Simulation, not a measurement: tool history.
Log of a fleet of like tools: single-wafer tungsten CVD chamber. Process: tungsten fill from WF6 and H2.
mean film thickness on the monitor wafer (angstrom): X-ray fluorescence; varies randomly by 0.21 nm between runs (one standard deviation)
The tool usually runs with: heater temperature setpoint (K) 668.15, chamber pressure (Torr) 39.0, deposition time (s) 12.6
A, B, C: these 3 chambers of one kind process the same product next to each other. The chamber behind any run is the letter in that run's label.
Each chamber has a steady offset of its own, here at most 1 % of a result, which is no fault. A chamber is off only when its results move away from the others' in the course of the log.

run	hour	heater temperature setpoint (K)	chamber pressure (Torr)	deposition time (s)	read-back reference wafer on the same gauge, thickness_nm	mean film thickness on the monitor wafer (angstrom)
1B	7.4	668.15	39.0	12.6	34.709	378.34
2C	11.4	668.15	39.0	12.6	34.678	375.74
3A	15.4	668.15	39.0	12.6	34.695	377.98
4C	21.1	668.15	39.0	12.6	34.693	378.21
5A	29.0	668.15	39.0	12.6	34.665	380.24
6B	36.6	668.15	39.0	12.6	34.660	376.56
7C	40.5	668.15	39.0	12.6	34.681	377.41
8B	45.2	668.15	39.0	12.6	34.671	380.63
9A	51.1	668.15	39.0	12.6	34.750	378.53
10A	57.2	668.15	39.0	12.6	34.687	375.34
11C	62.3	668.15	39.0	12.6	34.681	373.09
12B	69.6	668.15	39.0	12.6	34.693	375.47
13A	75.7	668.15	39.0	12.6	34.704	379.31
14B	82.3	668.15	39.0	12.6	34.676	378.17
15C	88.8	663.15	39.0	14.1	34.674	383.38
16B	96.4	663.15	39.0	14.1	34.728	388.60
17C	103.9	663.15	39.0	14.1	34.747	378.88
18A	108.6	668.15	39.0	12.6	34.698	378.33
19C	116.0	668.15	39.0	12.6	34.665	380.72
20B	120.3	668.15	39.0	12.6	34.653	384.26
21A	124.3	668.15	39.0	12.6	34.668	379.31
22B	132.4	668.15	39.0	12.6	34.692	385.98
23A	139.0	668.15	39.0	12.6	34.686	380.17
24C	146.1	668.15	39.0	12.6	34.669	375.80
25B	150.0	668.15	39.0	12.6	34.721	385.60
26C	153.8	668.15	39.0	12.6	34.741	373.36
27A	160.2	668.15	39.0	12.6	34.727	376.10
28B	164.9	668.15	39.0	12.6	34.698	392.16
29C	170.9	668.15	31.6	12.6	34.744	337.60
30A	175.8	668.15	31.6	12.6	34.740	344.93
31A	179.9	668.15	31.6	12.6	34.716	344.41
32C	184.2	668.15	39.0	12.6	34.743	373.52
33B	190.6	668.15	39.0	12.6	34.721	394.46
34B	197.1	668.15	39.0	12.6	34.681	396.50
35C	202.5	668.15	39.0	12.6	34.682	375.34
36A	209.0	668.15	39.0	12.6	34.707	379.32
37B	213.7	668.15	39.0	12.6	34.717	398.27
38C	219.3	668.15	39.0	12.6	34.652	377.62

The same settings go to every chamber for the next run, one line per chamber below. Forecast the results for each:
39A	225.5	668.15	30.5	12.6		?
39B	225.5	668.15	30.5	12.6		?
39C	225.5	668.15	30.5	12.6		?

run	mean film thickness on the monitor wafer (angstrom)
39A	339.44
39B	355.10
39C	332.34

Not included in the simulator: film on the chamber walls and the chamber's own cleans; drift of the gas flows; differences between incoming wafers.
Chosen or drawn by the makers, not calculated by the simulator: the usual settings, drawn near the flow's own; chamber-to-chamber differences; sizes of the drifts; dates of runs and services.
